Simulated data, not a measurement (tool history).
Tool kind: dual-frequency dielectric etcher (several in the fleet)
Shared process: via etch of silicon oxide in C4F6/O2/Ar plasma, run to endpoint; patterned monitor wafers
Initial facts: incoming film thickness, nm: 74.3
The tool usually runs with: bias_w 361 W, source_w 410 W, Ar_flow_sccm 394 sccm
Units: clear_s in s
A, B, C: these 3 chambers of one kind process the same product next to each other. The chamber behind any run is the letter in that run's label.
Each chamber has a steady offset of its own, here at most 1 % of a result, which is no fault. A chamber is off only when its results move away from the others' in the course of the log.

run 1B day=0.304 | bias_w=361 source_w=410 Ar_flow_sccm=394 | clear_s=18.936
run 2A day=0.467 | bias_w=361 source_w=410 Ar_flow_sccm=394 | clear_s=18.624
run 3C day=0.738 | bias_w=361 source_w=410 Ar_flow_sccm=394 | clear_s=18.817
run 4C day=1.071 | bias_w=361 source_w=410 Ar_flow_sccm=394 | clear_s=18.827
run 5B day=1.329 | bias_w=361 source_w=410 Ar_flow_sccm=394 | clear_s=18.925
run 6A day=1.667 | bias_w=405 source_w=410 Ar_flow_sccm=394 | clear_s=18.067
run 7B day=1.883 | bias_w=405 source_w=410 Ar_flow_sccm=394 | clear_s=18.120
run 8C day=2.183 | bias_w=405 source_w=410 Ar_flow_sccm=394 | clear_s=18.068
run 9A day=2.512 | bias_w=361 source_w=410 Ar_flow_sccm=394 | clear_s=18.778
run 10B day=2.725 | bias_w=361 source_w=410 Ar_flow_sccm=394 | clear_s=18.776
run 11C day=3.046 | bias_w=361 source_w=410 Ar_flow_sccm=394 | clear_s=18.924
run 12A day=3.271 | bias_w=361 source_w=330 Ar_flow_sccm=460 | clear_s=20.852
run 13A day=3.538 | bias_w=361 source_w=330 Ar_flow_sccm=460 | clear_s=20.678
run 14B day=3.812 | bias_w=361 source_w=330 Ar_flow_sccm=460 | clear_s=20.682
run 15C day=4.058 | bias_w=361 source_w=410 Ar_flow_sccm=394 | clear_s=18.734
run 16B day=4.300 | bias_w=361 source_w=410 Ar_flow_sccm=394 | clear_s=18.612
run 17C day=4.567 | bias_w=440 source_w=410 Ar_flow_sccm=303 | clear_s=16.982
run 18A day=4.908 | bias_w=440 source_w=410 Ar_flow_sccm=303 | clear_s=17.054
run 19C day=5.067 | bias_w=440 source_w=410 Ar_flow_sccm=303 | clear_s=17.053
run 20A day=5.375 | bias_w=361 source_w=410 Ar_flow_sccm=394 | clear_s=18.719
run 21B day=5.712 | bias_w=361 source_w=410 Ar_flow_sccm=394 | clear_s=18.876
-- day=5.950 chamber B: source power generator calibrated
run 22A day=5.950 | bias_w=361 source_w=410 Ar_flow_sccm=394 | clear_s=18.697
run 23C day=6.192 | bias_w=361 source_w=410 Ar_flow_sccm=394 | clear_s=19.121
run 24B day=6.454 | bias_w=361 source_w=410 Ar_flow_sccm=394 | clear_s=19.148

Does one chamber stand apart from the rest, does the shared gauge drift, or is all well apart from small per-chamber offsets? Give the chamber and the most likely cause, where there is one.

All chambers stay in line apart from their small fixed offsets, and the gauge does not drift.

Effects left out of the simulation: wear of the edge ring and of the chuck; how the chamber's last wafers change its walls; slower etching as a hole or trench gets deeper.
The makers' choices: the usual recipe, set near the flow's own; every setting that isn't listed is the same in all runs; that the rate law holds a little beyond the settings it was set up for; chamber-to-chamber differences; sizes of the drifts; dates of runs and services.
